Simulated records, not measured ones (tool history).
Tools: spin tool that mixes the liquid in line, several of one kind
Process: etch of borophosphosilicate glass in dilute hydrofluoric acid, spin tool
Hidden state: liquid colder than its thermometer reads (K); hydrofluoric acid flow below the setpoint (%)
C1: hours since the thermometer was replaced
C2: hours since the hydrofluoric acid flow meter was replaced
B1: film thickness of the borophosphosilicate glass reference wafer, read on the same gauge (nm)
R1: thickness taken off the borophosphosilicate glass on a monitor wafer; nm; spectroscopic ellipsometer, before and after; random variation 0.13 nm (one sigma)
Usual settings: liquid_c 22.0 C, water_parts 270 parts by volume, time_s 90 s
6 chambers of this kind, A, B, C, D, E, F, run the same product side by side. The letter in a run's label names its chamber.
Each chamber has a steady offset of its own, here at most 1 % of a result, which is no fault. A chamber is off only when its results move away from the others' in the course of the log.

Run 1E, day 0.333: usual settings; C1 67.9; C2 105.2; B1 140.01. Result: R1 14.909 nm.
Run 2C, day 0.717: usual settings; C1 306.0; C2 611.9; B1 140.00. Result: R1 14.794 nm.
Run 3A, day 1.183: usual settings; C1 398.4; C2 200.5; B1 139.99. Result: R1 15.264 nm.
Run 4F, day 1.854: usual settings; C1 161.8; C2 245.9; B1 139.96. Result: R1 14.751 nm.
Run 5B, day 2.542: usual settings; C1 690.6; C2 836.2; B1 140.03. Result: R1 14.874 nm.
Run 6D, day 3.050: usual settings; C1 1228.8; C2 124.2; B1 140.02. Result: R1 15.011 nm.
Run 7E, day 3.654: usual settings but liquid_c 25.5 C; C1 147.6; C2 184.9; B1 140.04. Result: R1 16.885 nm.
Run 8A, day 4.288: usual settings but liquid_c 25.5 C; C1 472.9; C2 275.0; B1 139.97. Result: R1 17.121 nm.
Run 9D, day 4.908: usual settings but liquid_c 25.5 C; C1 1273.4; C2 168.8; B1 140.00. Result: R1 17.226 nm.
Run 10C, day 5.242: usual settings but liquid_c 25.5 C; C1 414.6; C2 720.5; B1 140.00. Result: R1 16.788 nm.
Run 11F, day 5.671: usual settings but liquid_c 25.5 C; C1 253.4; C2 337.5; B1 139.99. Result: R1 16.846 nm.
Run 12B, day 6.042: usual settings but liquid_c 25.5 C; C1 774.6; C2 920.2; B1 139.99. Result: R1 16.951 nm.
Run 13F, day 6.675: usual settings; C1 277.5; C2 361.6; B1 139.99. Result: R1 14.904 nm.
Run 14A, day 7.242: usual settings but liquid_c 26.5 C, water_parts 140 parts by volume; C1 543.8; C2 345.9; B1 139.94. Result: R1 38.474 nm.
Run 15E, day 7.904: usual settings but liquid_c 26.5 C, water_parts 140 parts by volume; C1 249.6; C2 286.9; B1 140.00. Result: R1 40.263 nm.
Run 16C, day 8.471: usual settings but liquid_c 26.5 C, water_parts 140 parts by volume; C1 492.1; C2 798.0; B1 140.02. Result: R1 39.852 nm.
Run 17D, day 9.075: usual settings but liquid_c 26.5 C, water_parts 140 parts by volume; C1 1373.4; C2 268.8; B1 139.96. Result: R1 38.597 nm.
Run 18B, day 9.421: usual settings but liquid_c 26.5 C, water_parts 140 parts by volume; C1 855.7; C2 1001.3; B1 140.05. Result: R1 40.104 nm.
Run 19B, day 9.858: usual settings but liquid_c 26.5 C, water_parts 140 parts by volume; C1 866.2; C2 1011.8; B1 139.99. Result: R1 40.381 nm.
At day 9.979: chamber F: hydrofluoric acid flow meter replaced.
Run 20E, day 10.425: usual settings; C1 310.1; C2 347.4; B1 139.99. Result: R1 14.849 nm.
Run 21F, day 10.808: usual settings; C1 376.7; C2 20.0; B1 139.96. Result: R1 14.785 nm.
Run 22D, day 11.308: usual settings; C1 1427.0; C2 322.4; B1 140.05. Result: R1 15.004 nm.
Run 23A, day 11.942: usual settings; C1 656.6; C2 458.7; B1 140.05. Result: R1 14.440 nm.
Run 24C, day 12.458: usual settings but water_parts 220 parts by volume, time_s 140 s; C1 587.8; C2 893.7; B1 140.01. Result: R1 30.042 nm.
Run 25A, day 13.083: usual settings but water_parts 220 parts by volume, time_s 140 s; C1 684.0; C2 486.1; B1 139.96. Result: R1 28.923 nm.
Run 26C, day 13.712: usual settings but water_parts 220 parts by volume, time_s 140 s; C1 617.9; C2 923.8; B1 139.98. Result: R1 30.088 nm.
Run 27D, day 14.262: usual settings but water_parts 220 parts by volume, time_s 140 s; C1 1497.9; C2 393.3; B1 140.02. Result: R1 29.842 nm.
Run 28E, day 14.900: usual settings but water_parts 220 parts by volume, time_s 140 s; C1 417.5; C2 454.8; B1 140.01. Result: R1 30.083 nm.
At day 15.071: chamber C: thermometer replaced.
Run 29B, day 15.321: usual settings but water_parts 220 parts by volume, time_s 140 s; C1 997.3; C2 1142.9; B1 139.98. Result: R1 29.483 nm.
Run 30F, day 15.758: usual settings; C1 495.5; C2 138.8; B1 139.97. Result: R1 14.582 nm.
Run 31D, day 16.258: usual settings; C1 1545.8; C2 441.2; B1 140.05. Result: R1 14.774 nm.
Run 32C, day 16.771: usual settings; C1 40.9; C2 997.2; B1 139.97. Result: R1 14.869 nm.
Run 33F, day 17.300: usual settings; C1 532.5; C2 175.8; B1 140.01. Result: R1 14.869 nm.
Run 34B, day 17.858: usual settings; C1 1058.2; C2 1203.8; B1 140.03. Result: R1 15.066 nm.
Run 35E, day 18.171: usual settings; C1 496.0; C2 533.3; B1 139.94. Result: R1 14.901 nm.
Run 36A, day 18.696: usual settings; C1 818.7; C2 620.8; B1 140.00. Result: R1 14.090 nm.
Run 37B, day 19.288: usual settings; C1 1092.5; C2 1238.1; B1 140.01. Result: R1 14.735 nm.
Run 38A, day 19.767: usual settings; C1 844.4; C2 646.5; B1 139.97. Result: R1 14.045 nm.
Run 39F, day 20.408: usual settings; C1 607.1; C2 250.4; B1 140.00. Result: R1 14.695 nm.
Run 40D, day 20.879: usual settings; C1 1656.7; C2 552.1; B1 140.02. Result: R1 14.874 nm.
Run 41C, day 21.375: usual settings; C1 151.4; C2 1107.7; B1 140.00. Result: R1 14.969 nm.
At day 21.408: chamber E: thermometer replaced.
Run 42E, day 21.950: usual settings; C1 13.0; C2 624.0; B1 140.00. Result: R1 14.860 nm.

What goes on in this fleet: one chamber off, a drifting gauge, or nothing beyond the chambers' own small offsets? Name the chamber and the cause, if any.

Chamber A drifts away from the others.
Cause: liquid colder than its thermometer reads (K) = 2.45.
The log may not tell that from: hydrofluoric acid flow below the setpoint (%).

Here are 4 candidates for chamber A's next run, each the usual settings with a change, their results left as question marks. Which one brings its results back in line with what the others give on the usual settings?
In line means no further than this from the other chambers' mean on the usual settings: R1 0.460 nm
Run 43A-1, day 22.442: usual settings but water_parts 255 parts by volume. Result: R1 ?.
Run 43A-2, day 22.442: usual settings but water_parts 275 parts by volume, time_s 85 s. Result: R1 ?.
Run 43A-3, day 22.442: usual settings but water_parts 265 parts by volume. Result: R1 ?.
Run 43A-4, day 22.442: usual settings but water_parts 275 parts by volume. Result: R1 ?.

The other chambers' mean on the usual settings: R1 14.906 nm
  run      R1
43A-1  14.825
43A-2  12.753
43A-3  14.138
43A-4  13.503
43A-1 brings the chamber back in line.

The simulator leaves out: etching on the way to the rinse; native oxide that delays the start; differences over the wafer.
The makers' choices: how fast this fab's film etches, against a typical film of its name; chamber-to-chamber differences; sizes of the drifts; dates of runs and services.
